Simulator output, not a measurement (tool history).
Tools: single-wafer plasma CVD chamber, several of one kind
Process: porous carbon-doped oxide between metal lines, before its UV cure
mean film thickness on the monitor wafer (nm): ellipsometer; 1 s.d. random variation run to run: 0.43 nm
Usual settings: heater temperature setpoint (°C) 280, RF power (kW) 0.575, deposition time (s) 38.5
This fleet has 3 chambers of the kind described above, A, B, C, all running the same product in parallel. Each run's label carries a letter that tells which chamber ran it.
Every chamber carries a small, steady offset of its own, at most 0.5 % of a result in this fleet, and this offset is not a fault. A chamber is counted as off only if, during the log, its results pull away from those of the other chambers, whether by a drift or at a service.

run     day  heater temperature setpoint (°C)  RF power (kW)  deposition time (s)  read-back reference wafer on the same gauge, thickness_nm  mean film thickness on the monitor wafer (nm)
 1A   0.225                               280          0.575                 38.5                                                     284.01                                         256.60
 2C   0.558                               280          0.575                 38.5                                                     283.90                                         255.75
      0.654  -- chamber A: RF generator calibrated
 3B   0.954                               280          0.575                 38.5                                                     283.80                                         256.71
 4B   1.367                               280          0.575                 38.5                                                     283.73                                         256.66
 5C   1.733                               280          0.575                 38.5                                                     283.64                                         254.92
 6A   1.946                               280          0.575                 38.5                                                     283.78                                         256.00
 7C   2.225                               280          0.575                 38.5                                                     283.64                                         255.59
 8B   2.596                               280          0.575                 38.5                                                     283.58                                         256.66
 9A   2.954                               280          0.575                 38.5                                                     283.37                                         255.99
10C   3.183                               280          0.575                 38.5                                                     283.38                                         255.00
11A   3.600                               280          0.575                 38.5                                                     283.41                                         257.09
12B   3.904                               280          0.575                 38.5                                                     283.21                                         256.10
13A   4.192                               280          0.575                 38.5                                                     283.21                                         255.58
14B   4.412                               280          0.575                 38.5                                                     283.11                                         255.47
      4.533  -- chamber A: thermocouple changed; heater temperature recalibrated
15C   4.646                               280          0.575                 38.5                                                     283.22                                         254.84
16A   5.012                               280          0.650                 35.3                                                     283.17                                         254.81
17B   5.388                               280          0.650                 35.3                                                     283.04                                         253.88
18C   5.671                               280          0.650                 35.3                                                     283.04                                         252.77
19B   5.971                               280          0.575                 38.5                                                     282.76                                         255.09
20A   6.262                               280          0.575                 38.5                                                     282.80                                         256.70
21C   6.696                               280          0.575                 38.5                                                     282.75                                         254.96
22A   7.100                               280          0.575                 38.5                                                     282.78                                         256.08
23B   7.362                               280          0.575                 38.5                                                     282.67                                         254.98
24C   7.562                               280          0.575                 38.5                                                     282.66                                         253.82
25C   7.808                               280          0.575                 38.5                                                     282.65                                         254.08
26A   8.004                               280          0.575                 38.5                                                     282.53                                         255.73
27B   8.279                               280          0.575                 38.5                                                     282.57                                         254.93
28C   8.533                               280          0.575                 38.5                                                     282.50                                         253.83
29A   8.796                               280          0.575                 38.5                                                     282.45                                         255.33
30B   9.058                               280          0.575                 38.5                                                     282.44                                         254.61
31A   9.329                               280          0.575                 38.5                                                     282.28                                         255.71
32B   9.604                               280          0.575                 38.5                                                     282.25                                         255.14
33C   9.933                               280          0.575                 38.5                                                     282.33                                         253.40
34A  10.133                               280          0.575                 38.5                                                     282.13                                         255.27
35C  10.350                               280          0.575                 38.5                                                     282.19                                         253.90
36B  10.733                               280          0.575                 38.5                                                     282.13                                         255.13

One chamber off, gauge drift, or nothing amiss beyond the chambers' own small offsets? If it is a chamber, which one, and what is the likeliest cause?

Every chamber seems to shift together because the gauge that measures them all drifts; the chambers themselves are fine.
Cause: gauge reads low (%) = 0.688.
